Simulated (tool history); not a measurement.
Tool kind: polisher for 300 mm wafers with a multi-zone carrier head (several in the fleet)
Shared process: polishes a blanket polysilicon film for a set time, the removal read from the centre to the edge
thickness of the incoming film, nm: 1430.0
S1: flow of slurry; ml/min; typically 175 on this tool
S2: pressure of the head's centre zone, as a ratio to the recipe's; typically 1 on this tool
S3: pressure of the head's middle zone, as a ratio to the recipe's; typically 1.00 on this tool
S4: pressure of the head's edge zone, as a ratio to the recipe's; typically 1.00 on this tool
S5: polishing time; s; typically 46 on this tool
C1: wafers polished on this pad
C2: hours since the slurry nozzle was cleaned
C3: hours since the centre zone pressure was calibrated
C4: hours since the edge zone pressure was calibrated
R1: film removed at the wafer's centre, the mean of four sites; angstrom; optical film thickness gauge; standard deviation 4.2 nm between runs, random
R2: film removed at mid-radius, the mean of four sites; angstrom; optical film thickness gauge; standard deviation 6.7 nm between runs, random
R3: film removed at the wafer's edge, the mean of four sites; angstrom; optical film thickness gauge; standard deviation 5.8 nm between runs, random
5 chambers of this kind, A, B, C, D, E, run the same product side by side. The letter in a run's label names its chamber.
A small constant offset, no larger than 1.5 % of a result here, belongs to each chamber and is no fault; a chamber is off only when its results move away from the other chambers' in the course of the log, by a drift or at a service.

Run 1E, hour 5.3: usual settings; C1 721; C2 107.5; C3 271.3; C4 651.6. Result: R1 4881.0 angstrom, R2 4977.6 angstrom, R3 4906.6 angstrom.
At hour 6.4: chamber E: worn pad replaced by a new one.
Run 2A, hour 16.4: usual settings; C1 600; C2 572.4; C3 509.5; C4 404.0. Result: R1 4944.6 angstrom, R2 4848.7 angstrom, R3 4920.0 angstrom.
At hour 18.5: chamber D: worn pad replaced by a new one.
At hour 19.5: chamber A: worn pad replaced by a new one.
Run 3C, hour 22.3: usual settings; C1 576; C2 255.1; C3 69.7; C4 693.0. Result: R1 4916.8 angstrom, R2 4846.1 angstrom, R3 4919.4 angstrom.
At hour 29.3: chamber C: worn pad replaced by a new one.
Run 4B, hour 31.6: usual settings; C1 1321; C2 38.6; C3 160.3; C4 787.8. Result: R1 4814.7 angstrom, R2 4817.4 angstrom, R3 4870.5 angstrom.
Run 5D, hour 38.8: usual settings; C1 199; C2 508.3; C3 344.3; C4 1162.9. Result: R1 4926.9 angstrom, R2 4880.5 angstrom, R3 4978.8 angstrom.
Run 6B, hour 46.0: usual settings; C1 1462; C2 53.0; C3 174.7; C4 802.2. Result: R1 4945.1 angstrom, R2 4835.8 angstrom, R3 4863.6 angstrom.
At hour 51.4: chamber D: edge zone pressure recalibrated.
Run 7A, hour 53.7: usual settings; C1 337; C2 609.7; C3 546.8; C4 441.3. Result: R1 4927.0 angstrom, R2 4947.5 angstrom, R3 4875.9 angstrom.
At hour 58.8: chamber A: edge zone pressure recalibrated.
Run 8D, hour 61.2: usual settings; C1 419; C2 530.7; C3 366.7; C4 9.8. Result: R1 4977.3 angstrom, R2 4932.5 angstrom, R3 4936.8 angstrom.
Run 9E, hour 68.5: usual settings; C1 611; C2 170.7; C3 334.5; C4 714.8. Result: R1 4921.4 angstrom, R2 5021.7 angstrom, R3 4814.6 angstrom.
Run 10C, hour 75.4: usual settings; C1 454; C2 308.2; C3 122.8; C4 746.1. Result: R1 4906.9 angstrom, R2 4941.7 angstrom, R3 4883.7 angstrom.
At hour 80.8: chamber A: worn pad replaced by a new one.
Run 11D, hour 82.3: usual settings; C1 627; C2 551.8; C3 387.8; C4 30.9. Result: R1 4983.8 angstrom, R2 4811.9 angstrom, R3 5013.6 angstrom.
Run 12A, hour 88.5: usual settings; C1 75; C2 644.5; C3 581.6; C4 29.7. Result: R1 4869.4 angstrom, R2 4856.4 angstrom, R3 4873.8 angstrom.
At hour 90.1: chamber E: worn pad replaced by a new one.
Run 13B, hour 95.7: usual settings; C1 1951; C2 102.7; C3 224.4; C4 851.9. Result: R1 4767.2 angstrom, R2 4781.7 angstrom, R3 4871.9 angstrom.
At hour 96.2: chamber C: edge zone pressure recalibrated.
At hour 99.4: chamber D: worn pad replaced by a new one.
At hour 101.1: chamber C: worn pad replaced by a new one.
Run 14E, hour 101.1: usual settings; C1 108; C2 203.3; C3 367.1; C4 747.4. Result: R1 4920.1 angstrom, R2 4948.0 angstrom, R3 4855.6 angstrom.
At hour 102.0: chamber E: slurry nozzle cleaned.
Run 15C, hour 112.3: usual settings; C1 110; C2 345.1; C3 159.7; C4 16.1. Result: R1 4820.0 angstrom, R2 4868.6 angstrom, R3 4868.5 angstrom.
At hour 113.4: chamber C: slurry nozzle cleaned.
Run 16E, hour 124.7: usual settings; C1 340; C2 22.8; C3 390.7; C4 771.0. Result: R1 4871.4 angstrom, R2 4868.3 angstrom, R3 4858.9 angstrom.
Run 17D, hour 131.6: usual settings but S3 0.90; C1 316; C2 601.1; C3 437.1; C4 80.2. Result: R1 4927.7 angstrom, R2 4551.9 angstrom, R3 4879.6 angstrom.
Run 18C, hour 141.8: usual settings but S3 0.90; C1 400; C2 28.4; C3 189.2; C4 45.6. Result: R1 4994.9 angstrom, R2 4445.9 angstrom, R3 4955.3 angstrom.
At hour 143.9: chamber A: worn pad replaced by a new one.
At hour 145.5: chamber A: slurry nozzle cleaned.
Run 19B, hour 152.6: usual settings but S3 0.90; C1 2510; C2 159.6; C3 281.3; C4 908.8. Result: R1 4681.9 angstrom, R2 4233.2 angstrom, R3 4638.0 angstrom.
At hour 156.0: chamber D: centre zone pressure recalibrated.
Run 20A, hour 159.1: usual settings but S3 0.90; C1 150; C2 13.6; C3 652.2; C4 100.3. Result: R1 4916.5 angstrom, R2 4439.7 angstrom, R3 4978.2 angstrom.
Run 21C, hour 165.9: usual settings but S3 0.90; C1 637; C2 52.5; C3 213.3; C4 69.7. Result: R1 4961.9 angstrom, R2 4375.1 angstrom, R3 4886.6 angstrom.
At hour 166.1: chamber D: worn pad replaced by a new one.
At hour 172.6: chamber E: worn pad replaced by a new one.
Run 22A, hour 172.8: usual settings but S4 1.04, S5 34 s; C1 284; C2 27.3; C3 665.9; C4 114.0. Result: R1 3608.2 angstrom, R2 3553.3 angstrom, R3 3744.8 angstrom.
At hour 174.2: chamber C: worn pad replaced by a new one.
Run 23B, hour 182.6: usual settings but S4 1.04, S5 34 s; C1 2805; C2 189.6; C3 311.3; C4 938.8. Result: R1 3355.2 angstrom, R2 3415.3 angstrom, R3 3454.0 angstrom.
Run 24E, hour 189.1: usual settings but S4 1.04, S5 34 s; C1 162; C2 87.2; C3 455.1; C4 835.4. Result: R1 3650.0 angstrom, R2 3590.8 angstrom, R3 3702.7 angstrom.
At hour 194.1: chamber D: slurry nozzle cleaned.
At hour 198.1: chamber A: worn pad replaced by a new one.
Run 25D, hour 201.5: usual settings but S4 1.04, S5 34 s; C1 348; C2 7.4; C3 45.6; C4 150.1. Result: R1 3646.8 angstrom, R2 3577.2 angstrom, R3 3722.2 angstrom.
Run 26C, hour 207.6: usual settings but S4 1.04, S5 34 s; C1 328; C2 94.2; C3 255.0; C4 111.4. Result: R1 3656.5 angstrom, R2 3586.5 angstrom, R3 3666.2 angstrom.
Run 27A, hour 217.6: usual settings; C1 191; C2 72.1; C3 710.7; C4 158.8. Result: R1 4976.3 angstrom, R2 4928.2 angstrom, R3 4855.2 angstrom.
At hour 218.0: chamber A: centre zone pressure recalibrated.
Run 28D, hour 226.0: usual settings; C1 589; C2 31.9; C3 70.1; C4 174.6. Result: R1 4899.6 angstrom, R2 4939.3 angstrom, R3 4880.0 angstrom.
At hour 230.1: chamber D: worn pad replaced by a new one.
Run 29E, hour 231.9: usual settings; C1 583; C2 130.0; C3 497.9; C4 878.2. Result: R1 4940.2 angstrom, R2 5045.5 angstrom, R3 4911.1 angstrom.
Run 30B, hour 243.4: usual settings; C1 3403; C2 250.4; C3 372.1; C4 999.6. Result: R1 4393.2 angstrom, R2 4428.7 angstrom, R3 4486.0 angstrom.
At hour 245.5: chamber C: worn pad replaced by a new one.
Run 31A, hour 249.3: usual settings; C1 503; C2 103.8; C3 31.3; C4 190.5. Result: R1 4891.0 angstrom, R2 4927.6 angstrom, R3 4941.7 angstrom.
At hour 254.2: chamber E: worn pad replaced by a new one.
Run 32B, hour 258.6: usual settings; C1 3553; C2 265.6; C3 387.3; C4 1014.8. Result: R1 4420.5 angstrom, R2 4377.8 angstrom, R3 4467.3 angstrom.
Run 33E, hour 266.2: usual settings; C1 118; C2 164.3; C3 532.2; C4 912.5. Result: R1 4959.8 angstrom, R2 4930.6 angstrom, R3 4956.4 angstrom.
Run 34D, hour 272.7: usual settings but S3 1.08, S4 1.11; C1 419; C2 78.6; C3 116.8; C4 221.3. Result: R1 5017.7 angstrom, R2 5355.8 angstrom, R3 5220.5 angstrom.
Run 35C, hour 279.2: usual settings but S3 1.08, S4 1.11; C1 332; C2 165.8; C3 326.6; C4 183.0. Result: R1 4881.6 angstrom, R2 5260.4 angstrom, R3 5180.8 angstrom.

All 5 chambers run these settings next. Forecast each chamber's results:
Run 36A, hour 288.0: usual settings but S3 0.89. Result: R1 ?, R2 ?, R3 ?.
Run 36B, hour 288.0: usual settings but S3 0.89. Result: R1 ?, R2 ?, R3 ?.
Run 36C, hour 288.0: usual settings but S3 0.89. Result: R1 ?, R2 ?, R3 ?.
Run 36D, hour 288.0: usual settings but S3 0.89. Result: R1 ?, R2 ?, R3 ?.
Run 36E, hour 288.0: usual settings but S3 0.89. Result: R1 ?, R2 ?, R3 ?.

run      R1      R2      R3
36A  4900.8  4353.9  4941.0
36B  4438.3  3932.8  4462.1
36C  5016.4  4413.7  4917.4
36D  4946.8  4382.7  4902.9
36E  4968.6  4387.4  4980.3
